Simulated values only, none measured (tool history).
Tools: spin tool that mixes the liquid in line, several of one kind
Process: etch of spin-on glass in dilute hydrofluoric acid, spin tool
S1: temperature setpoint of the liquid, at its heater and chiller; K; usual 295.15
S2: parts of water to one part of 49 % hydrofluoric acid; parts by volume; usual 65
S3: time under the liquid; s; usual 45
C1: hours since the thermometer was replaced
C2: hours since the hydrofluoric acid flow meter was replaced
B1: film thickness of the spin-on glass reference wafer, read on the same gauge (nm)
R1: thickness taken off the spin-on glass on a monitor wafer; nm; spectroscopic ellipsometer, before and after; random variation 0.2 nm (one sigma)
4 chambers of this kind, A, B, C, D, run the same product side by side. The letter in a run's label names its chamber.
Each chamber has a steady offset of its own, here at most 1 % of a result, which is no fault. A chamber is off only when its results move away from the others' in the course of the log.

run   hour      S1  S2  S3      C1     C2      B1      R1
      10.0  -- chamber D: hydrofluoric acid flow meter replaced
 1B   10.8  295.15  65  45  1091.2  611.2  150.01  24.991
 2A   20.5  295.15  65  45   519.9   48.2  150.02  24.936
 3D   30.6  295.15  65  45   958.3   20.7  149.99  25.189
 4C   40.8  295.15  65  45   490.9  317.7  150.01  25.263
 5D   49.3  295.15  65  45   977.0   39.4  149.97  25.140
 6B   57.1  295.15  50  60  1137.5  657.5  150.00  43.855
 7A   65.5  295.15  50  60   564.9   93.2  150.01  43.832
      72.8  -- chamber A: thermometer replaced
 8C   75.1  295.15  50  60   525.2  352.0  150.03  44.203
 9D   81.0  295.15  50  60  1008.7   71.1  150.00  45.312
10B   86.4  295.15  65  45  1166.8  686.8  150.03  24.783
11C   93.7  295.15  65  45   543.8  370.6  150.00  24.960
12A  101.2  295.15  65  45    28.5  128.9  150.02  24.830
13D  110.8  295.15  65  45  1038.5  100.9  149.97  25.919
14C  118.2  295.15  65  45   568.3  395.1  150.00  25.062
15B  125.2  295.15  65  45  1205.6  725.6  150.00  24.740
16A  135.3  295.15  65  45    62.6  163.0  150.01  24.808
17C  144.7  295.15  65  45   594.8  421.6  149.97  25.171
18B  152.8  295.15  65  45  1233.2  753.2  150.01  24.852
19A  161.0  295.15  65  45    88.3  188.7  150.01  24.828
20D  166.2  295.15  65  45  1093.9  156.3  150.02  26.502
21D  173.4  295.15  65  45  1101.1  163.5  150.00  26.571
22A  182.8  295.15  65  45   110.1  210.5  150.02  25.100
23C  193.4  295.15  65  45   643.5  470.3  150.00  25.111
24B  200.1  295.15  65  45  1280.5  800.5  150.00  24.628
25D  207.6  295.15  65  45  1135.3  197.7  149.98  26.797
26C  217.5  295.15  65  45   667.6  494.4  150.00  25.299

All 4 chambers run these settings next. Forecast each chamber's results:
27A  225.5  295.15  65  60               ?
27B  225.5  295.15  65  60               ?
27C  225.5  295.15  65  60               ?
27D  225.5  295.15  65  60               ?

run      R1
27A  32.774
27B  32.954
27C  33.247
27D  36.284
